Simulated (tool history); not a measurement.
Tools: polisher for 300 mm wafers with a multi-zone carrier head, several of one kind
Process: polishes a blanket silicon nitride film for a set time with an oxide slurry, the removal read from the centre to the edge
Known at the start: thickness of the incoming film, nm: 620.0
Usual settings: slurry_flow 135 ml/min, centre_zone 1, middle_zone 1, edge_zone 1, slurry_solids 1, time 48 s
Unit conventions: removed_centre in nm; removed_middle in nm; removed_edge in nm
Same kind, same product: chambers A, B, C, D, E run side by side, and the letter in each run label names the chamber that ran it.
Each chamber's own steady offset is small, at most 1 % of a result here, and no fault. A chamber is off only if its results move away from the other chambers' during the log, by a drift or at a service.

{"run": "1A", "hour": 6.6, "slurry_flow": 135, "centre_zone": 1, "middle_zone": 1, "edge_zone": 1, "slurry_solids": 1, "time": 48, "removed_centre": 34.226, "removed_middle": 34.82, "removed_edge": 33.836}
{"run": "2E", "hour": 12.2, "slurry_flow": 135, "centre_zone": 1, "middle_zone": 1, "edge_zone": 1, "slurry_solids": 1, "time": 48, "removed_centre": 33.056, "removed_middle": 34.226, "removed_edge": 34.21}
{"run": "3C", "hour": 22.6, "slurry_flow": 135, "centre_zone": 1, "middle_zone": 1, "edge_zone": 1, "slurry_solids": 1, "time": 48, "removed_centre": 33.305, "removed_middle": 34.129, "removed_edge": 34.199}
{"run": "4D", "hour": 34.6, "slurry_flow": 135, "centre_zone": 1, "middle_zone": 1, "edge_zone": 1, "slurry_solids": 1, "time": 48, "removed_centre": 34.58, "removed_middle": 34.13, "removed_edge": 34.006}
{"hour": 41.6, "done": "chamber A: worn pad replaced by a new one"}
{"hour": 42.3, "done": "chamber B: worn pad replaced by a new one"}
{"run": "5B", "hour": 44.6, "slurry_flow": 135, "centre_zone": 1, "middle_zone": 1, "edge_zone": 1, "slurry_solids": 1, "time": 48, "removed_centre": 33.804, "removed_middle": 34.045, "removed_edge": 34.316}
{"hour": 45.9, "done": "chamber D: centre zone pressure recalibrated"}
{"hour": 47.9, "done": "chamber D: worn pad replaced by a new one"}
{"run": "6A", "hour": 50.0, "slurry_flow": 135, "centre_zone": 1, "middle_zone": 1, "edge_zone": 1, "slurry_solids": 1, "time": 48, "removed_centre": 33.843, "removed_middle": 33.832, "removed_edge": 33.446}
{"hour": 51.0, "done": "chamber E: worn pad replaced by a new one"}
{"run": "7E", "hour": 60.2, "slurry_flow": 135, "centre_zone": 1, "middle_zone": 1, "edge_zone": 1, "slurry_solids": 1, "time": 48, "removed_centre": 33.494, "removed_middle": 33.857, "removed_edge": 34.442}
{"hour": 63.6, "done": "chamber B: edge zone pressure recalibrated"}
{"run": "8B", "hour": 68.7, "slurry_flow": 135, "centre_zone": 1, "middle_zone": 1, "edge_zone": 1, "slurry_solids": 1, "time": 48, "removed_centre": 33.633, "removed_middle": 33.995, "removed_edge": 34.059}
{"run": "9C", "hour": 74.2, "slurry_flow": 135, "centre_zone": 1, "middle_zone": 1, "edge_zone": 1, "slurry_solids": 1, "time": 48, "removed_centre": 33.274, "removed_middle": 33.121, "removed_edge": 33.951}
{"run": "10D", "hour": 79.8, "slurry_flow": 135, "centre_zone": 1, "middle_zone": 1, "edge_zone": 1, "slurry_solids": 1, "time": 48, "removed_centre": 33.857, "removed_middle": 33.594, "removed_edge": 34.068}
{"run": "11B", "hour": 85.4, "slurry_flow": 135, "centre_zone": 1, "middle_zone": 1, "edge_zone": 1, "slurry_solids": 1, "time": 48, "removed_centre": 34.028, "removed_middle": 33.715, "removed_edge": 34.177}
{"run": "12A", "hour": 91.0, "slurry_flow": 135, "centre_zone": 1, "middle_zone": 1, "edge_zone": 1, "slurry_solids": 1, "time": 48, "removed_centre": 34.003, "removed_middle": 33.853, "removed_edge": 33.808}
{"hour": 92.9, "done": "chamber B: worn pad replaced by a new one"}
{"run": "13C", "hour": 99.6, "slurry_flow": 135, "centre_zone": 1, "middle_zone": 1, "edge_zone": 1, "slurry_solids": 1, "time": 48, "removed_centre": 32.7, "removed_middle": 33.133, "removed_edge": 32.702}
{"hour": 104.7, "done": "chamber D: worn pad replaced by a new one"}
{"run": "14E", "hour": 109.3, "slurry_flow": 135, "centre_zone": 1, "middle_zone": 1, "edge_zone": 1, "slurry_solids": 1, "time": 48, "removed_centre": 33.648, "removed_middle": 34.405, "removed_edge": 33.562}
{"hour": 114.4, "done": "chamber A: worn pad replaced by a new one"}
{"hour": 117.4, "done": "chamber E: worn pad replaced by a new one"}
{"run": "15D", "hour": 120.4, "slurry_flow": 135, "centre_zone": 1, "middle_zone": 1, "edge_zone": 1, "slurry_solids": 1, "time": 48, "removed_centre": 33.473, "removed_middle": 33.18, "removed_edge": 33.895}
{"run": "16D", "hour": 130.6, "slurry_flow": 135, "centre_zone": 1, "middle_zone": 1, "edge_zone": 1, "slurry_solids": 1, "time": 48, "removed_centre": 34.165, "removed_middle": 34.142, "removed_edge": 33.423}
{"run": "17A", "hour": 141.8, "slurry_flow": 135, "centre_zone": 1, "middle_zone": 1, "edge_zone": 1, "slurry_solids": 1, "time": 48, "removed_centre": 32.974, "removed_middle": 34.069, "removed_edge": 33.799}
{"hour": 152.3, "done": "chamber B: worn pad replaced by a new one"}
{"run": "18C", "hour": 152.5, "slurry_flow": 135, "centre_zone": 1, "middle_zone": 1, "edge_zone": 1, "slurry_solids": 1, "time": 48, "removed_centre": 31.829, "removed_middle": 32.475, "removed_edge": 32.462}
{"run": "19B", "hour": 161.0, "slurry_flow": 135, "centre_zone": 1, "middle_zone": 1, "edge_zone": 1, "slurry_solids": 1, "time": 48, "removed_centre": 33.536, "removed_middle": 33.963, "removed_edge": 34.038}
{"hour": 166.7, "done": "chamber D: worn pad replaced by a new one"}
{"hour": 168.7, "done": "chamber E: worn pad replaced by a new one"}
{"run": "20E", "hour": 169.7, "slurry_flow": 135, "centre_zone": 1, "middle_zone": 1, "edge_zone": 1, "slurry_solids": 1, "time": 48, "removed_centre": 33.385, "removed_middle": 34.371, "removed_edge": 33.65}
{"run": "21B", "hour": 180.1, "slurry_flow": 135, "centre_zone": 1, "middle_zone": 1, "edge_zone": 1, "slurry_solids": 1, "time": 48, "removed_centre": 34.287, "removed_middle": 33.857, "removed_edge": 33.738}
{"run": "22C", "hour": 186.3, "slurry_flow": 135, "centre_zone": 1, "middle_zone": 1, "edge_zone": 1, "slurry_solids": 1, "time": 48, "removed_centre": 31.51, "removed_middle": 31.017, "removed_edge": 31.253}
{"hour": 192.3, "done": "chamber A: worn pad replaced by a new one"}
{"hour": 197.5, "done": "chamber C: slurry nozzle cleaned"}
{"run": "23E", "hour": 197.6, "slurry_flow": 135, "centre_zone": 1, "middle_zone": 1, "edge_zone": 1, "slurry_solids": 1, "time": 48, "removed_centre": 32.688, "removed_middle": 34.638, "removed_edge": 34.237}
{"hour": 199.7, "done": "chamber C: edge zone pressure recalibrated"}
{"hour": 200.1, "done": "chamber A: edge zone pressure recalibrated"}
{"run": "24D", "hour": 203.5, "slurry_flow": 135, "centre_zone": 1, "middle_zone": 1, "edge_zone": 1, "slurry_solids": 1, "time": 48, "removed_centre": 33.859, "removed_middle": 33.467, "removed_edge": 33.6}
{"run": "25A", "hour": 210.7, "slurry_flow": 135, "centre_zone": 1, "middle_zone": 1, "edge_zone": 1, "slurry_solids": 1, "time": 48, "removed_centre": 33.753, "removed_middle": 34.051, "removed_edge": 34.058}
{"hour": 213.7, "done": "chamber B: worn pad replaced by a new one"}
{"run": "26D", "hour": 219.3, "slurry_flow": 135, "centre_zone": 1, "middle_zone": 1, "edge_zone": 1, "slurry_solids": 1, "time": 48, "removed_centre": 33.617, "removed_middle": 34.226, "removed_edge": 33.542}
{"run": "27B", "hour": 225.7, "slurry_flow": 135, "centre_zone": 1, "middle_zone": 1, "edge_zone": 1, "slurry_solids": 1, "time": 48, "removed_centre": 34.209, "removed_middle": 33.583, "removed_edge": 34.114}
{"hour": 226.0, "done": "chamber D: worn pad replaced by a new one"}
{"run": "28C", "hour": 232.1, "slurry_flow": 135, "centre_zone": 1, "middle_zone": 1, "edge_zone": 1, "slurry_solids": 1, "time": 48, "removed_centre": 30.257, "removed_middle": 31.017, "removed_edge": 30.713}
{"hour": 235.8, "done": "chamber E: worn pad replaced by a new one"}
{"hour": 240.1, "done": "chamber E: edge zone pressure recalibrated"}
{"run": "29A", "hour": 241.6, "slurry_flow": 135, "centre_zone": 1, "middle_zone": 1, "edge_zone": 1, "slurry_solids": 1, "time": 48, "removed_centre": 34.021, "removed_middle": 33.62, "removed_edge": 34.066}
{"run": "30E", "hour": 251.8, "slurry_flow": 135, "centre_zone": 1, "middle_zone": 1, "edge_zone": 1, "slurry_solids": 1, "time": 48, "removed_centre": 33.618, "removed_middle": 34.365, "removed_edge": 33.582}
{"run": "31C", "hour": 260.3, "slurry_flow": 135, "centre_zone": 1, "middle_zone": 1, "edge_zone": 1, "slurry_solids": 1, "time": 48, "removed_centre": 30.036, "removed_middle": 29.865, "removed_edge": 30.044}
{"run": "32B", "hour": 267.2, "slurry_flow": 135, "centre_zone": 1, "middle_zone": 1, "edge_zone": 1, "slurry_solids": 1, "time": 48, "removed_centre": 33.592, "removed_middle": 34.091, "removed_edge": 34.481}
{"run": "33D", "hour": 272.6, "slurry_flow": 135, "centre_zone": 1, "middle_zone": 1, "edge_zone": 1, "slurry_solids": 1, "time": 48, "removed_centre": 34.11, "removed_middle": 33.694, "removed_edge": 33.809}

All 5 chambers run these settings next. Forecast each chamber's results:
{"run": "34A", "hour": 281.4, "slurry_flow": 135, "centre_zone": 1, "middle_zone": 1, "edge_zone": 1, "slurry_solids": 1, "time": 48, "removed_centre": "?", "removed_middle": "?", "removed_edge": "?"}
{"run": "34B", "hour": 281.4, "slurry_flow": 135, "centre_zone": 1, "middle_zone": 1, "edge_zone": 1, "slurry_solids": 1, "time": 48, "removed_centre": "?", "removed_middle": "?", "removed_edge": "?"}
{"run": "34C", "hour": 281.4, "slurry_flow": 135, "centre_zone": 1, "middle_zone": 1, "edge_zone": 1, "slurry_solids": 1, "time": 48, "removed_centre": "?", "removed_middle": "?", "removed_edge": "?"}
{"run": "34D", "hour": 281.4, "slurry_flow": 135, "centre_zone": 1, "middle_zone": 1, "edge_zone": 1, "slurry_solids": 1, "time": 48, "removed_centre": "?", "removed_middle": "?", "removed_edge": "?"}
{"run": "34E", "hour": 281.4, "slurry_flow": 135, "centre_zone": 1, "middle_zone": 1, "edge_zone": 1, "slurry_solids": 1, "time": 48, "removed_centre": "?", "removed_middle": "?", "removed_edge": "?"}

run=34A removed_centre=34.149 removed_middle=34.062 removed_edge=33.753
run=34B removed_centre=33.661 removed_middle=33.912 removed_edge=34.267
run=34C removed_centre=28.998 removed_middle=29.452 removed_edge=30.512
run=34D removed_centre=33.569 removed_middle=33.714 removed_edge=34.254
run=34E removed_centre=33.279 removed_middle=34.071 removed_edge=34.265

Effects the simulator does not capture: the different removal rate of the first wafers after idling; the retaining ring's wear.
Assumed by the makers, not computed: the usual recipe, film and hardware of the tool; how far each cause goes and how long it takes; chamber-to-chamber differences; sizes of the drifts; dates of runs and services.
